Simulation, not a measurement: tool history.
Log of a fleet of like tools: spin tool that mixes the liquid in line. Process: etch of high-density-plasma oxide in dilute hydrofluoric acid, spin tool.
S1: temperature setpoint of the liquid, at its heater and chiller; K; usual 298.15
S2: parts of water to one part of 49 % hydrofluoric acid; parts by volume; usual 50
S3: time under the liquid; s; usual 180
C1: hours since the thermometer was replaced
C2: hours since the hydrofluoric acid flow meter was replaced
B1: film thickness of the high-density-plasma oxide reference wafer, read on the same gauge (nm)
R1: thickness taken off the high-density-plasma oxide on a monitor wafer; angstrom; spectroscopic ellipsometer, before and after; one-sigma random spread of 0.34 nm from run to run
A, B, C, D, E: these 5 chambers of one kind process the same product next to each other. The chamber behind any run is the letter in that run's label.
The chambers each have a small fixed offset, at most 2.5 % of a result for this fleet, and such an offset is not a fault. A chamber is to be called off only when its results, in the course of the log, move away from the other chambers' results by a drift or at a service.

run,hour,S1,S2,S3,C1,C2,B1,R1
1A,6.4,298.15,50,180,202.2,318.1,150,370.12
2E,13,298.15,50,180,234.6,1309.8,150.01,373.95
3C,18.8,298.15,50,180,983,296.1,149.98,380.34
4D,23.6,298.15,50,180,75.7,1345.5,149.99,378.78
5B,30.3,294.65,30,180,787.9,607,149.99,575.27
6A,38.4,294.65,30,180,234.2,350.1,149.99,561.53
7C,43.6,294.65,30,180,1007.8,320.9,150.01,566.76
8B,51.7,294.65,30,180,809.3,628.4,149.97,582.95
# hour 52.2: chamber C: thermometer replaced
9D,57.4,294.65,30,180,109.5,1379.3,149.98,566.82
10E,64.6,298.15,50,180,286.2,1361.4,150.02,376.22
11A,69.3,298.15,50,180,265.1,381,150,379.03
12C,75.5,298.15,50,180,23.3,352.8,149.98,381.87
13D,79.1,298.15,50,180,131.2,1401,150,386.98
14E,86.4,298.15,50,245,308,1383.2,149.98,531.33
15B,90.6,298.15,50,245,848.2,667.3,150,521.95
16E,97.5,298.15,50,245,319.1,1394.3,150.02,532.99
17D,104.4,298.15,50,245,156.5,1426.3,150,521.44
18B,112.1,298.15,50,245,869.7,688.8,149.99,532.4
19C,118.5,298.15,50,180,66.3,395.8,150.03,374.58
20A,125.9,298.15,50,180,321.7,437.6,149.99,377.46
21E,133.5,298.15,50,180,355.1,1430.3,150,397.24
22A,140.3,298.15,50,180,336.1,452,149.98,377.79
# hour 143.6: chamber B: hydrofluoric acid flow meter replaced
23D,146.1,295.65,65,180,198.2,1468,149.98,263.28
24C,153.2,295.65,65,180,101,430.5,150,258.56
25B,160.2,295.65,65,180,917.8,16.7,150,262.72
26D,164.8,295.65,65,180,216.9,1486.7,150.02,265.29
27E,169.6,295.65,65,180,391.2,1466.4,150,278.42
28C,174.9,298.15,50,180,122.7,452.2,150,369.01
29B,180.4,298.15,50,180,938,36.9,149.99,388.28
30A,186.7,298.15,50,180,382.5,498.4,149.98,380.37
31C,193.2,298.15,50,180,141,470.5,149.98,380.76
32E,196.9,298.15,50,180,418.5,1493.7,150,399.76
33B,200.7,298.15,50,180,958.3,57.2,150,391.46

For the next run the whole fleet of 5 chambers uses the same settings. Give each chamber's results:
34A,206.7,298.15,50,180,,,,?
34B,206.7,298.15,50,180,,,,?
34C,206.7,298.15,50,180,,,,?
34D,206.7,298.15,50,180,,,,?
34E,206.7,298.15,50,180,,,,?

run,R1
34A,387.04
34B,384.95
34C,376.01
34D,383.6
34E,407.02
